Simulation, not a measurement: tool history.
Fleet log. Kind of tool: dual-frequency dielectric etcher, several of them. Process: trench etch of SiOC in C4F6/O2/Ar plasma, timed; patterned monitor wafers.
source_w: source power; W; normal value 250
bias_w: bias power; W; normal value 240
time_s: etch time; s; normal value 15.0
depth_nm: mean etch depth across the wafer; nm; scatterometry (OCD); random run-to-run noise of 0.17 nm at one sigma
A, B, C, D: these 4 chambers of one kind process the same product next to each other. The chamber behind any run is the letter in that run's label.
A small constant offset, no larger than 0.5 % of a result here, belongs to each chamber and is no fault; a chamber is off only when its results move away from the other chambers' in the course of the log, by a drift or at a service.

run	day	source_w	bias_w	time_s	read-back reference wafer on the same gauge, depth_nm	depth_nm
1D	0.158	250	240	15.0	25.956	28.496
2B	0.329	250	240	15.0	25.891	28.613
# day 0.404: chamber C: source power generator calibrated
3A	0.542	250	240	15.0	25.893	28.770
4C	0.758	250	240	15.0	25.929	28.899
5C	1.062	250	240	15.0	25.866	28.467
6B	1.362	250	240	15.0	25.878	29.051
7A	1.529	250	273	15.0	25.910	29.861
# day 1.533: chamber A: wet clean of the chamber
8D	1.812	250	273	15.0	25.834	29.901
9B	2.112	250	273	15.0	25.915	30.096
10C	2.362	250	273	15.0	25.888	30.116
11A	2.604	250	240	15.0	25.918	28.544
12D	2.896	250	240	15.0	25.867	28.544
13B	3.162	250	240	15.0	25.894	28.970
14C	3.333	250	240	15.0	25.931	28.540
15D	3.571	250	240	15.0	25.917	28.191
16A	3.812	250	240	15.0	25.911	28.752
17B	3.979	250	281	17.5	25.895	35.219
18A	4.196	250	281	17.5	25.906	35.172
19D	4.350	250	281	17.5	25.953	35.374
20C	4.571	250	281	17.5	25.892	35.475
21B	4.746	250	240	15.0	25.918	28.689
22C	4.929	250	240	16.5	25.896	31.756
23A	5.142	250	240	16.5	25.950	31.295
24D	5.312	250	240	16.5	25.926	31.306
25A	5.612	250	240	16.5	25.931	31.398
26D	5.796	250	240	15.0	25.941	28.438
27B	6.025	250	240	15.0	25.875	28.623
28C	6.329	250	280	13.0	25.901	26.423
29C	6.617	250	280	13.0	25.914	26.276
30B	6.850	250	280	13.0	25.949	26.446
31D	6.996	250	280	13.0	25.906	26.012
32A	7.179	250	240	15.0	25.919	28.431
33C	7.329	250	240	15.0	25.893	28.634
34D	7.650	250	240	15.0	25.899	28.563
35A	7.925	250	240	15.0	25.927	28.599
36B	8.208	250	240	15.0	25.884	28.951
37D	8.454	250	240	15.0	25.908	28.659
38C	8.671	250	240	15.0	25.893	28.660
39B	8.992	250	240	15.0	25.863	28.858
40A	9.188	250	240	15.0	25.855	28.462
41D	9.488	250	240	15.0	25.913	28.868

Each of the 4 chambers runs these same settings next. Fill in every chamber's results:
42A	9.717	300	240	15.0		?
42B	9.717	300	240	15.0		?
42C	9.717	300	240	15.0		?
42D	9.717	300	240	15.0		?

run	depth_nm
42A	30.766
42B	31.056
42C	30.903
42D	30.526
